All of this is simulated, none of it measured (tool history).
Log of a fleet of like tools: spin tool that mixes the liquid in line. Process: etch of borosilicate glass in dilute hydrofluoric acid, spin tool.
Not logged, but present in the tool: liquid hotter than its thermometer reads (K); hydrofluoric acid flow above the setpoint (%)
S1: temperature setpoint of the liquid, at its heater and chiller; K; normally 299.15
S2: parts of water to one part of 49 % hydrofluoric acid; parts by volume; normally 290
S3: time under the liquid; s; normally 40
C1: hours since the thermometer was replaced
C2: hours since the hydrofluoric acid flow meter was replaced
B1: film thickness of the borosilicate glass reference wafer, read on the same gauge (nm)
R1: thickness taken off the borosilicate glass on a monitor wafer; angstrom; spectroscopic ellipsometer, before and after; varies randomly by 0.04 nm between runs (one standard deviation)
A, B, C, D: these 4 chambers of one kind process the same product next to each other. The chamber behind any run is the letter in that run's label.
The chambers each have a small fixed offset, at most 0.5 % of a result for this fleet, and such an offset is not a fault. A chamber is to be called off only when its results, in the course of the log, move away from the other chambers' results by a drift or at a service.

run	hour	S1	S2	S3	C1	C2	B1	R1
1D	8.8	299.15	290	40	791.1	602.8	80.016	56.778
2C	13.2	299.15	290	40	1253.0	636.2	80.013	56.894
3B	18.9	299.15	290	40	111.9	216.1	79.991	56.129
4A	25.5	299.15	290	40	2313.8	396.1	79.982	56.487
5C	30.1	299.15	290	30	1269.9	653.1	79.996	41.795
6A	35.4	299.15	290	30	2323.7	406.0	79.998	42.740
7B	43.8	299.15	290	30	136.8	241.0	80.016	42.512
8D	48.0	299.15	290	30	830.3	642.0	80.004	42.732
9C	54.4	299.15	290	40	1294.2	677.4	80.024	56.272
10B	60.6	299.15	290	30	153.6	257.8	80.008	42.046
11A	68.4	299.15	290	30	2356.7	439.0	80.003	43.241
12D	75.8	299.15	290	30	858.1	669.8	79.970	41.883
13D	81.0	299.15	290	30	863.3	675.0	80.019	42.759
14B	85.0	299.15	170	20	178.0	282.2	80.022	55.633
15A	89.8	299.15	170	20	2378.1	460.4	79.997	55.838
16C	97.0	299.15	170	20	1336.8	720.0	80.002	54.897
17D	105.4	299.15	170	20	887.7	699.4	80.020	56.028
18A	113.5	299.15	290	40	2401.8	484.1	79.999	57.402
19B	120.9	299.15	290	40	213.9	318.1	80.016	56.761
20C	128.3	296.65	290	40	1368.1	751.3	79.993	51.790
21D	134.1	296.65	290	40	916.4	728.1	80.012	52.310
22B	138.3	296.65	290	40	231.3	335.5	80.025	51.922
# hour 138.7: chamber A: thermometer replaced
23A	142.7	296.65	290	40	4.1	513.3	80.006	53.890
24C	150.0	299.15	290	40	1389.8	773.0	80.025	56.905
25B	157.0	299.15	290	40	250.0	354.2	80.017	56.876
26A	164.0	299.15	290	40	25.4	534.6	80.021	59.307
27D	169.3	299.15	290	40	951.6	763.3	79.969	56.549
28C	175.6	299.15	290	40	1415.4	798.6	79.997	56.545
29D	182.5	299.15	290	40	964.8	776.5	80.010	56.411
30B	191.0	299.15	290	40	284.0	388.2	80.010	56.485
31C	198.5	299.15	290	40	1438.3	821.5	80.004	56.707
32A	203.2	303.65	165	40	64.6	573.8	79.987	140.790
33D	209.8	303.65	165	40	992.1	803.8	80.007	134.640
34A	216.6	303.65	165	40	78.0	587.2	80.027	142.720
35C	221.2	303.65	165	40	1461.0	844.2	79.984	134.910
36B	228.3	299.15	290	40	321.3	425.5	79.992	56.237
37D	232.9	299.15	290	40	1015.2	826.9	79.979	56.596
38B	237.4	299.15	290	40	330.4	434.6	80.010	57.123
39C	245.7	299.15	290	40	1485.5	868.7	79.993	57.720
40A	253.2	299.15	290	50	114.6	623.8	79.969	75.905

Read the log: is a single chamber off, either drifting away or since a service, is the gauge that measures every chamber drifting, or is nothing wrong beyond small per-chamber offsets? Name any odd chamber and what most likely caused it.

One chamber, A, drifts off from the rest bit by bit.
Most likely cause: hydrofluoric acid flow above the setpoint (%) = 6.69.

Here are 4 candidates for chamber A's next run, each the usual settings with a change, their results left as question marks. Which one brings its results back in line with what the others give on the usual settings?
In line means no further than this from the other chambers' mean on the usual settings: R1 1.400 angstrom
41A-1	259.8	296.65	290	40				?
41A-2	259.8	301.65	290	40				?
41A-3	259.8	300.15	290	40				?
41A-4	259.8	299.15	300	40				?

Other chambers, usual settings, mean: R1 56.731 angstrom
run	R1
41A-1	56.439
41A-2	67.149
41A-3	63.815
41A-4	59.008
41A-1 puts the chamber back in line with the other chambers.

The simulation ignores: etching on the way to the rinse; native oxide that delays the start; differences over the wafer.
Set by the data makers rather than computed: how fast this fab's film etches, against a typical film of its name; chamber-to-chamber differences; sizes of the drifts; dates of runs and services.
